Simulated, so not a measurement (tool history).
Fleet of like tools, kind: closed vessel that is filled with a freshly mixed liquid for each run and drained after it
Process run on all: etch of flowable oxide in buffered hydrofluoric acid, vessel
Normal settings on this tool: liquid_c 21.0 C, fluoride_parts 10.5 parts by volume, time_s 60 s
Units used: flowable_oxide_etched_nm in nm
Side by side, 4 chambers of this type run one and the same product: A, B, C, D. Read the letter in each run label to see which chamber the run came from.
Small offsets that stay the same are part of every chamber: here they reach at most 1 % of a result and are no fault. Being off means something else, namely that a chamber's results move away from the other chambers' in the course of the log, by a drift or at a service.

run	hour	liquid_c	fluoride_parts	time_s	read-back film thickness of the flowable oxide reference wafer, read on the same gauge (nm)	flowable_oxide_etched_nm
1B	11.2	21.0	10.5	60	39.950	153.96
2D	22.4	21.0	10.5	60	40.005	154.34
3C	31.0	21.0	10.5	60	40.017	156.56
4A	36.9	21.0	10.5	60	40.011	158.97
5A	45.5	21.0	10.5	60	40.002	156.17
6B	52.6	21.0	10.5	60	40.011	152.96
7C	58.9	17.5	10.5	80	40.018	172.57
8D	66.8	17.5	10.5	80	40.011	168.10
9D	72.7	17.5	10.5	80	39.975	169.44
10B	80.1	17.5	10.5	80	39.984	169.84
11A	88.1	21.0	10.5	60	39.987	156.74
12C	95.9	21.0	10.5	60	39.989	158.04
13A	101.5	21.0	10.5	60	40.013	156.96
14C	111.1	21.0	10.5	60	39.968	154.93
15D	117.4	26.0	12.5	60	40.016	173.12
16B	123.7	26.0	12.5	60	39.971	168.93
17A	133.8	26.0	12.5	60	39.995	173.17
18C	144.8	26.0	12.5	60	39.988	173.25
19B	150.7	21.0	10.5	60	40.029	155.33
20D	156.2	21.0	10.5	60	40.045	150.59
21D	163.3	21.0	10.5	60	40.030	152.91
22A	173.3	21.0	10.5	60	40.005	157.26
23B	178.4	21.0	10.5	60	39.971	154.01
24C	187.2	21.0	10.5	60	40.043	157.07
25C	193.3	21.0	10.5	60	40.037	158.38
26D	199.2	21.0	10.5	60	40.019	149.39
27A	204.2	21.0	10.5	75	40.005	194.82
28B	209.2	21.0	10.5	75	40.003	194.57
29A	215.8	21.0	10.5	75	39.971	192.99
30C	222.6	21.0	10.5	75	40.005	199.04
31B	229.5	21.0	10.5	60	40.013	154.59
32D	236.3	21.0	10.5	60	40.049	147.41
33D	242.1	21.0	10.5	60	40.027	148.04
34C	250.5	21.0	10.5	60	40.006	154.21
35A	256.4	21.0	10.5	60	40.012	155.55
36B	263.2	21.0	10.5	60	39.992	155.22
37A	272.4	21.0	10.5	60	39.951	156.73
38B	283.1	21.0	10.5	60	40.024	154.18
39D	290.2	21.0	10.5	60	40.025	146.52
40C	299.1	21.0	10.5	60	40.003	160.15
41C	308.7	21.0	10.5	60	40.014	156.10

Decide between three cases: one chamber stands off from its peers, the gauge reading all wafers drifts, or nothing is wrong past each chamber's small offset. Where a chamber is off, say which and what most likely put it there.

One chamber, D, drifts off from the rest bit by bit.
Most likely cause: hydrofluoric acid flow below the setpoint (%) = 7.61.
From this log alone, it may not be told apart from: liquid colder than its thermometer reads (K).

Below are 4 candidate recipes for chamber D's next run, each the usual settings with a change, their results shown as question marks. Which of them brings D's results back in line with what the other chambers give on the usual settings?
In line here means within this much of the mean the other chambers give on the usual settings: flowable_oxide_etched_nm 4.60 nm
42D-1	317.0	21.5	10.0	60		?
42D-2	317.0	21.0	11.0	55		?
42D-3	317.0	21.0	9.0	60		?
42D-4	317.0	21.0	10.5	55		?

On the usual settings, the other chambers give on average: flowable_oxide_etched_nm 155.66 nm
run	flowable_oxide_etched_nm
42D-1	153.70
42D-2	124.96
42D-3	163.93
42D-4	130.68
It is 42D-1 that realigns the chamber with its peers.
